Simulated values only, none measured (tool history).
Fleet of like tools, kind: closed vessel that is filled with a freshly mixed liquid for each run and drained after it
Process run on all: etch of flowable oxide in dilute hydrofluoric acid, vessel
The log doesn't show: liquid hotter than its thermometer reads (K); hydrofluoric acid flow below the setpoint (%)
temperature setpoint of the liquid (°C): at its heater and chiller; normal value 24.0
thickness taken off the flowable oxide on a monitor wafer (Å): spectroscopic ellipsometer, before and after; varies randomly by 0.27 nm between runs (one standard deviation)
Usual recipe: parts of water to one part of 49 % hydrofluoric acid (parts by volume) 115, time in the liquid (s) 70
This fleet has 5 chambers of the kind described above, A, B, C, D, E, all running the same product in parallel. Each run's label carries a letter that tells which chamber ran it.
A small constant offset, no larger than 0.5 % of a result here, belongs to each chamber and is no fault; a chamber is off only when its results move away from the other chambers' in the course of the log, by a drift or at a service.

| run | day | temperature setpoint of the liquid (°C) | parts of water to one part of 49 % hydrofluoric acid (parts by volume) | time in the liquid (s) | hours since the thermometer was replaced | hours since the hydrofluoric acid flow meter was replaced | read-back film thickness of the flowable oxide reference wafer, read on the same gauge (nm) | thickness taken off the flowable oxide on a monitor wafer (Å) |
|---|---|---|---|---|---|---|---|---|
| 1B | 0.300 | 24.0 | 115 | 70 | 394.4 | 975.8 | 140.01 | 367.97 |
| 2C | 0.888 | 24.0 | 115 | 70 | 1734.4 | 242.3 | 140.01 | 372.55 |
| 3E | 1.358 | 24.0 | 115 | 70 | 2079.3 | 238.2 | 139.99 | 374.71 |
| 4A | 1.825 | 24.0 | 115 | 70 | 380.7 | 916.9 | 139.98 | 372.15 |
| 5D | 2.100 | 24.0 | 115 | 70 | 428.0 | 259.0 | 140.01 | 367.17 |
| 6C | 2.521 | 24.0 | 115 | 70 | 1773.6 | 281.5 | 139.96 | 375.16 |
| 7A | 3.079 | 24.0 | 115 | 70 | 410.8 | 947.0 | 140.00 | 366.36 |
| 8E | 3.662 | 20.5 | 115 | 70 | 2134.6 | 293.5 | 139.98 | 323.59 |
| 9D | 4.117 | 20.5 | 115 | 70 | 476.4 | 307.4 | 140.04 | 323.85 |
| 10B | 4.642 | 20.5 | 115 | 70 | 498.6 | 1080.0 | 140.01 | 316.30 |
| 11E | 5.092 | 20.5 | 115 | 70 | 2168.9 | 327.8 | 139.96 | 324.04 |
| 12D | 5.596 | 20.5 | 115 | 70 | 511.9 | 342.9 | 139.97 | 323.66 |
| 13A | 6.038 | 24.0 | 115 | 70 | 481.8 | 1018.0 | 140.02 | 371.14 |
|  | 6.533 | chamber D: hydrofluoric acid flow meter replaced |
| 14C | 6.621 | 24.0 | 115 | 70 | 1872.0 | 379.9 | 139.99 | 369.33 |
| 15B | 7.067 | 24.0 | 115 | 70 | 556.8 | 1138.2 | 139.97 | 362.31 |
| 16E | 7.512 | 20.0 | 115 | 70 | 2227.0 | 385.9 | 139.99 | 312.48 |
| 17C | 7.796 | 20.0 | 115 | 70 | 1900.2 | 408.1 | 139.99 | 317.39 |
| 18B | 8.350 | 20.0 | 115 | 70 | 587.6 | 1169.0 | 140.03 | 310.58 |
| 19D | 8.883 | 20.0 | 115 | 70 | 590.8 | 56.4 | 139.98 | 316.21 |
| 20A | 9.479 | 20.0 | 115 | 70 | 564.4 | 1100.6 | 139.93 | 307.44 |
|  | 9.708 | chamber B: thermometer replaced |
| 21A | 9.779 | 24.0 | 90 | 70 | 571.6 | 1107.8 | 140.00 | 472.61 |
| 22B | 10.108 | 24.0 | 90 | 70 | 9.6 | 1211.2 | 140.04 | 481.41 |
| 23C | 10.588 | 24.0 | 90 | 70 | 1967.2 | 475.1 | 139.96 | 489.04 |
| 24E | 10.967 | 24.0 | 90 | 70 | 2309.9 | 468.8 | 140.01 | 484.34 |
| 25D | 11.283 | 24.0 | 90 | 70 | 648.4 | 114.0 | 140.05 | 492.24 |
| 26D | 11.646 | 24.0 | 115 | 70 | 657.1 | 122.7 | 140.04 | 370.89 |
| 27A | 12.158 | 24.0 | 115 | 70 | 628.7 | 1164.9 | 139.97 | 354.63 |
| 28C | 12.742 | 24.0 | 115 | 70 | 2018.9 | 526.8 | 139.97 | 375.43 |
| 29E | 13.183 | 24.0 | 115 | 95 | 2363.1 | 522.0 | 140.02 | 503.96 |
| 30B | 13.512 | 24.0 | 115 | 95 | 91.3 | 1292.9 | 139.99 | 499.21 |
| 31B | 14.021 | 24.0 | 115 | 95 | 103.5 | 1305.1 | 140.00 | 499.14 |
| 32E | 14.529 | 24.0 | 115 | 95 | 2395.4 | 554.3 | 140.02 | 500.75 |
| 33A | 15.067 | 24.0 | 115 | 95 | 698.5 | 1234.7 | 139.98 | 472.00 |
| 34C | 15.596 | 24.0 | 115 | 55 | 2087.4 | 595.3 | 140.03 | 290.98 |
| 35D | 16.029 | 24.0 | 115 | 55 | 762.3 | 227.9 | 140.03 | 292.66 |
| 36A | 16.383 | 24.0 | 115 | 55 | 730.1 | 1266.3 | 140.01 | 270.42 |
| 37C | 16.758 | 24.0 | 115 | 55 | 2115.3 | 623.2 | 139.99 | 293.58 |

Predict what each chamber gives when all 5 of them run the settings below next.
| 38A | 17.188 | 24.0 | 115 | 35 |  |  |  | ? |
| 38B | 17.188 | 24.0 | 115 | 35 |  |  |  | ? |
| 38C | 17.188 | 24.0 | 115 | 35 |  |  |  | ? |
| 38D | 17.188 | 24.0 | 115 | 35 |  |  |  | ? |
| 38E | 17.188 | 24.0 | 115 | 35 |  |  |  | ? |

| run | thickness taken off the flowable oxide on a monitor wafer (Å) |
|---|---|
| 38A | 169.03 |
| 38B | 184.40 |
| 38C | 183.03 |
| 38D | 185.21 |
| 38E | 186.96 |

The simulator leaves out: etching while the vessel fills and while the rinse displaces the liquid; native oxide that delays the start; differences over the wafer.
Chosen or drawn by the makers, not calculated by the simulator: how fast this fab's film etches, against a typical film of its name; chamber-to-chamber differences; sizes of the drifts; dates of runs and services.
